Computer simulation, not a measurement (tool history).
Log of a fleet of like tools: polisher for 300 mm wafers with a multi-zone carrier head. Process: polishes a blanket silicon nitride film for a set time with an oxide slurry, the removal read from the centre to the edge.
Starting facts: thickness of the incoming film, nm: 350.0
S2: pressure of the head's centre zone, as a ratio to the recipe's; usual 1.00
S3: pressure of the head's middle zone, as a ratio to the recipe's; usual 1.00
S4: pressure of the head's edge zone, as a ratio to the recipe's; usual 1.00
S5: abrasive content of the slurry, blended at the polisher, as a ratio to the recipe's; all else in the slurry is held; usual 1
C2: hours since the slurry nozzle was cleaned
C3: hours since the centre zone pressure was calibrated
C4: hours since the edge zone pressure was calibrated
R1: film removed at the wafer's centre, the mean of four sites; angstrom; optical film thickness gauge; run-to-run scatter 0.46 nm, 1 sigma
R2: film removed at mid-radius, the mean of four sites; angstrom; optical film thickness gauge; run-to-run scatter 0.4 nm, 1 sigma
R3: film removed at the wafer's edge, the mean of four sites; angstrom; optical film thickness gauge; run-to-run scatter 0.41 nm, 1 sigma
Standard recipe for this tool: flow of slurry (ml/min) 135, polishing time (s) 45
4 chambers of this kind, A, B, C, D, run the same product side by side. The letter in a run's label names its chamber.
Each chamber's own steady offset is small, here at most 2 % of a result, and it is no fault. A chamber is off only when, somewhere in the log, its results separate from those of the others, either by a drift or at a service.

Run 1C, hour 3.9: usual settings; wafers polished on this pad 308; C2 69.8; C3 694.0; C4 56.5. Result: R1 478.89 angstrom, R2 484.53 angstrom, R3 479.83 angstrom.
At hour 5.3: chamber D: worn pad replaced by a new one.
At hour 5.4: chamber B: edge zone pressure recalibrated.
Run 2B, hour 8.8: usual settings; wafers polished on this pad 960; C2 149.4; C3 57.7; C4 3.4. Result: R1 478.46 angstrom, R2 487.70 angstrom, R3 491.46 angstrom.
Run 3A, hour 13.7: usual settings; wafers polished on this pad 475; C2 91.7; C3 232.8; C4 186.6. Result: R1 488.22 angstrom, R2 487.29 angstrom, R3 485.75 angstrom.
Run 4D, hour 19.3: usual settings; wafers polished on this pad 97; C2 420.6; C3 353.8; C4 367.8. Result: R1 489.91 angstrom, R2 473.73 angstrom, R3 487.36 angstrom.
Run 5C, hour 23.6: usual settings; wafers polished on this pad 445; C2 89.5; C3 713.7; C4 76.2. Result: R1 486.66 angstrom, R2 480.00 angstrom, R3 485.73 angstrom.
Run 6A, hour 26.4: usual settings; wafers polished on this pad 563; C2 104.4; C3 245.5; C4 199.3. Result: R1 494.71 angstrom, R2 486.90 angstrom, R3 488.96 angstrom.
Run 7B, hour 31.5: usual settings; wafers polished on this pad 1118; C2 172.1; C3 80.4; C4 26.1. Result: R1 489.08 angstrom, R2 489.66 angstrom, R3 481.87 angstrom.
Run 8D, hour 34.3: usual settings; wafers polished on this pad 201; C2 435.6; C3 368.8; C4 382.8. Result: R1 489.76 angstrom, R2 475.33 angstrom, R3 477.44 angstrom.
Run 9D, hour 38.8: usual settings; wafers polished on this pad 233; C2 440.1; C3 373.3; C4 387.3. Result: R1 488.10 angstrom, R2 472.92 angstrom, R3 479.82 angstrom.
Run 10C, hour 43.8: usual settings; wafers polished on this pad 585; C2 109.7; C3 733.9; C4 96.4. Result: R1 483.04 angstrom, R2 480.99 angstrom, R3 479.23 angstrom.
Run 11A, hour 47.6: usual settings; wafers polished on this pad 710; C2 125.6; C3 266.7; C4 220.5. Result: R1 488.46 angstrom, R2 480.00 angstrom, R3 480.58 angstrom.
Run 12B, hour 50.6: usual settings; wafers polished on this pad 1251; C2 191.2; C3 99.5; C4 45.2. Result: R1 473.63 angstrom, R2 483.88 angstrom, R3 477.00 angstrom.
At hour 51.8: chamber B: worn pad replaced by a new one.
Run 13B, hour 54.1: usual settings; wafers polished on this pad 16; C2 194.7; C3 103.0; C4 48.7. Result: R1 486.44 angstrom, R2 485.62 angstrom, R3 484.67 angstrom.
Run 14A, hour 57.2: usual settings; wafers polished on this pad 777; C2 135.2; C3 276.3; C4 230.1. Result: R1 496.82 angstrom, R2 486.29 angstrom, R3 489.47 angstrom.
Run 15D, hour 61.4: usual settings; wafers polished on this pad 389; C2 462.7; C3 395.9; C4 409.9. Result: R1 487.95 angstrom, R2 477.77 angstrom, R3 476.98 angstrom.
Run 16C, hour 67.4: usual settings; wafers polished on this pad 749; C2 133.3; C3 757.5; C4 120.0. Result: R1 476.38 angstrom, R2 481.46 angstrom, R3 473.59 angstrom.
Run 17D, hour 73.5: usual settings; wafers polished on this pad 474; C2 474.8; C3 408.0; C4 422.0. Result: R1 479.97 angstrom, R2 472.37 angstrom, R3 481.95 angstrom.
At hour 78.7: chamber A: worn pad replaced by a new one.
Run 18A, hour 78.7: usual settings; wafers polished on this pad 0; C2 156.7; C3 297.8; C4 251.6. Result: R1 507.57 angstrom, R2 493.59 angstrom, R3 488.03 angstrom.
Run 19B, hour 83.5: usual settings; wafers polished on this pad 220; C2 224.1; C3 132.4; C4 78.1. Result: R1 486.29 angstrom, R2 494.02 angstrom, R3 482.13 angstrom.
Run 20C, hour 87.9: usual settings but flow of slurry (ml/min) 160; wafers polished on this pad 891; C2 153.8; C3 778.0; C4 140.5. Result: R1 508.88 angstrom, R2 492.59 angstrom, R3 487.39 angstrom.
Run 21D, hour 93.0: usual settings but flow of slurry (ml/min) 160; wafers polished on this pad 609; C2 494.3; C3 427.5; C4 441.5. Result: R1 499.87 angstrom, R2 496.75 angstrom, R3 497.49 angstrom.
At hour 96.7: chamber C: worn pad replaced by a new one.
Run 22A, hour 99.1: usual settings but flow of slurry (ml/min) 160; wafers polished on this pad 142; C2 177.1; C3 318.2; C4 272.0. Result: R1 528.13 angstrom, R2 500.08 angstrom, R3 498.20 angstrom.
Run 23B, hour 104.8: usual settings but flow of slurry (ml/min) 160; wafers polished on this pad 368; C2 245.4; C3 153.7; C4 99.4. Result: R1 503.96 angstrom, R2 504.21 angstrom, R3 496.15 angstrom.
Run 24C, hour 108.2: usual settings; wafers polished on this pad 79; C2 174.1; C3 798.3; C4 160.8. Result: R1 488.11 angstrom, R2 486.31 angstrom, R3 480.41 angstrom.
Run 25B, hour 112.4: usual settings; wafers polished on this pad 420; C2 253.0; C3 161.3; C4 107.0. Result: R1 484.02 angstrom, R2 480.25 angstrom, R3 486.81 angstrom.
Run 26D, hour 115.2: usual settings; wafers polished on this pad 763; C2 516.5; C3 449.7; C4 463.7. Result: R1 481.10 angstrom, R2 476.34 angstrom, R3 486.05 angstrom.
Run 27A, hour 118.4: usual settings; wafers polished on this pad 276; C2 196.4; C3 337.5; C4 291.3. Result: R1 514.47 angstrom, R2 490.92 angstrom, R3 490.45 angstrom.
Run 28C, hour 124.3: usual settings; wafers polished on this pad 191; C2 190.2; C3 814.4; C4 176.9. Result: R1 480.57 angstrom, R2 487.90 angstrom, R3 481.43 angstrom.
Run 29D, hour 128.7: usual settings; wafers polished on this pad 857; C2 530.0; C3 463.2; C4 477.2. Result: R1 487.35 angstrom, R2 483.01 angstrom, R3 493.61 angstrom.
Run 30A, hour 132.6: usual settings; wafers polished on this pad 374; C2 210.6; C3 351.7; C4 305.5. Result: R1 538.11 angstrom, R2 492.80 angstrom, R3 487.49 angstrom.
At hour 133.7: chamber D: worn pad replaced by a new one.
Run 31C, hour 138.5: usual settings; wafers polished on this pad 290; C2 204.4; C3 828.6; C4 191.1. Result: R1 487.98 angstrom, R2 479.77 angstrom, R3 474.08 angstrom.
Run 32B, hour 144.7: usual settings but S2 1.04, S4 0.91; wafers polished on this pad 645; C2 285.3; C3 193.6; C4 139.3. Result: R1 503.98 angstrom, R2 492.86 angstrom, R3 460.47 angstrom.
Run 33C, hour 148.5: usual settings but S2 1.04, S4 0.91; wafers polished on this pad 359; C2 214.4; C3 838.6; C4 201.1. Result: R1 504.93 angstrom, R2 484.54 angstrom, R3 462.69 angstrom.
Run 34D, hour 152.6: usual settings but S2 1.04, S4 0.91; wafers polished on this pad 131; C2 553.9; C3 487.1; C4 501.1. Result: R1 505.33 angstrom, R2 476.22 angstrom, R3 460.64 angstrom.
Run 35B, hour 155.3: usual settings but S2 1.04, S4 0.91; wafers polished on this pad 718; C2 295.9; C3 204.2; C4 149.9. Result: R1 514.42 angstrom, R2 483.08 angstrom, R3 457.18 angstrom.
Run 36A, hour 159.3: usual settings; wafers polished on this pad 560; C2 237.3; C3 378.4; C4 332.2. Result: R1 540.99 angstrom, R2 485.29 angstrom, R3 477.00 angstrom.
Run 37B, hour 162.2: usual settings; wafers polished on this pad 766; C2 302.8; C3 211.1; C4 156.8. Result: R1 488.87 angstrom, R2 484.79 angstrom, R3 484.29 angstrom.
Run 38D, hour 167.7: usual settings but flow of slurry (ml/min) 170; wafers polished on this pad 236; C2 569.0; C3 502.2; C4 516.2. Result: R1 511.68 angstrom, R2 504.02 angstrom, R3 496.59 angstrom.
Run 39C, hour 171.8: usual settings but flow of slurry (ml/min) 170; wafers polished on this pad 521; C2 237.7; C3 861.9; C4 224.4. Result: R1 510.77 angstrom, R2 500.74 angstrom, R3 493.53 angstrom.
Run 40A, hour 175.8: usual settings but flow of slurry (ml/min) 170; wafers polished on this pad 674; C2 253.8; C3 394.9; C4 348.7. Result: R1 579.14 angstrom, R2 503.21 angstrom, R3 500.40 angstrom.
Run 41D, hour 178.8: usual settings but flow of slurry (ml/min) 170; wafers polished on this pad 313; C2 580.1; C3 513.3; C4 527.3. Result: R1 501.01 angstrom, R2 500.46 angstrom, R3 505.56 angstrom.

All 4 chambers run these settings next. Forecast each chamber's results:
Run 42A, hour 183.4: usual settings but S3 0.96. Result: R1 ?, R2 ?, R3 ?.
Run 42B, hour 183.4: usual settings but S3 0.96. Result: R1 ?, R2 ?, R3 ?.
Run 42C, hour 183.4: usual settings but S3 0.96. Result: R1 ?, R2 ?, R3 ?.
Run 42D, hour 183.4: usual settings but S3 0.96. Result: R1 ?, R2 ?, R3 ?.

run      R1      R2      R3
42A  554.67  471.75  483.39
42B  489.51  469.26  485.62
42C  484.21  462.44  477.00
42D  483.15  456.64  481.94
